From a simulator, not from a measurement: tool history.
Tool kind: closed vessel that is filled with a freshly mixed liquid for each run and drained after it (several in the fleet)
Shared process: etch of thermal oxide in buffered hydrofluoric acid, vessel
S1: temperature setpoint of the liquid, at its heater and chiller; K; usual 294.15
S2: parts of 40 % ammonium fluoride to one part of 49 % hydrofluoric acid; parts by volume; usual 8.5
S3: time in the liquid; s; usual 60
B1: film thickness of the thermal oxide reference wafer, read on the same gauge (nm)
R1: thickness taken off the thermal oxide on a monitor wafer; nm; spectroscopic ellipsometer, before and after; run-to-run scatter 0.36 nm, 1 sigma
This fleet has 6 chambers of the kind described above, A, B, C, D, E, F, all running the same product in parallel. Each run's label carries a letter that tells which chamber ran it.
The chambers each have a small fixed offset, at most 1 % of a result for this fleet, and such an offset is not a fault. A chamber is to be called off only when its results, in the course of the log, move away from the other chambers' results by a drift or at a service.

run,hour,S1,S2,S3,B1,R1
1B,3.6,294.15,8.5,60,79.997,65.738
# hour 7.3: chamber B: hydrofluoric acid flow meter replaced
2D,8.2,294.15,8.5,60,79.991,65.629
3F,13.2,294.15,8.5,60,80.003,65.344
# hour 15.0: chamber D: thermometer replaced
4C,18.0,294.15,8.5,60,80.010,65.601
5A,21.6,294.15,8.5,60,79.974,66.062
6E,26.8,297.65,7.0,60,80.032,98.027
7F,31.5,297.65,7.0,60,80.003,97.531
8C,35.5,297.65,7.0,60,79.998,97.102
9A,38.5,297.65,7.0,60,79.988,97.504
10E,42.7,297.65,7.0,60,79.994,99.251
11D,47.4,297.65,7.0,60,79.991,97.131
12B,50.8,294.15,8.5,30,79.984,32.758
13E,54.0,294.15,8.5,30,79.995,33.055
14D,57.8,294.15,8.5,30,80.011,32.704
15B,61.6,294.15,8.5,30,80.000,32.928
16A,66.4,294.15,8.5,30,80.015,33.068
17C,68.8,294.15,8.5,30,79.994,33.019
18F,72.7,294.15,8.5,60,80.017,64.032
19E,77.3,294.15,8.5,60,80.017,66.326
20D,80.5,294.15,8.5,60,79.994,65.005
21B,83.6,290.15,7.0,60,79.992,65.521
22A,87.0,290.15,7.0,60,80.009,65.006
23F,91.0,290.15,7.0,60,80.002,63.256
24C,95.8,290.15,7.0,60,79.994,64.584
25F,98.6,290.15,7.0,60,80.008,62.271
26B,103.6,290.15,7.0,60,80.008,64.869
27E,106.3,294.15,8.5,60,80.027,66.510
28D,109.7,297.15,8.5,95,80.001,121.790
29C,112.1,297.15,8.5,95,80.012,123.240
30A,114.8,297.15,8.5,95,79.983,122.540
31E,117.6,297.15,8.5,95,79.996,122.820
32B,120.7,297.15,8.5,95,80.008,124.600
33C,124.4,297.15,8.5,95,79.998,122.020
# hour 126.8: chamber D: hydrofluoric acid flow meter replaced
34F,128.0,294.15,8.5,60,80.011,62.967
35A,131.3,294.15,8.5,60,79.984,66.023
36D,135.2,294.15,8.5,60,79.995,66.089
37F,139.7,294.15,11.0,60,79.999,50.137
38D,142.7,294.15,11.0,60,80.004,52.560
39C,145.9,294.15,11.0,60,80.001,52.138
40B,148.3,294.15,11.0,60,80.004,53.061
41E,152.5,294.15,11.0,60,79.993,52.915
42A,155.5,294.15,11.0,60,79.986,52.727
43A,158.9,294.15,8.5,60,80.001,65.427
44B,161.5,290.15,8.5,30,80.006,26.024

For the next run the whole fleet of 6 chambers uses the same settings. Give each chamber's results:
45A,165.3,291.15,8.5,60,,?
45B,165.3,291.15,8.5,60,,?
45C,165.3,291.15,8.5,60,,?
45D,165.3,291.15,8.5,60,,?
45E,165.3,291.15,8.5,60,,?
45F,165.3,291.15,8.5,60,,?

run,R1
45A,55.430
45B,55.069
45C,55.234
45D,54.842
45E,56.051
45F,51.732

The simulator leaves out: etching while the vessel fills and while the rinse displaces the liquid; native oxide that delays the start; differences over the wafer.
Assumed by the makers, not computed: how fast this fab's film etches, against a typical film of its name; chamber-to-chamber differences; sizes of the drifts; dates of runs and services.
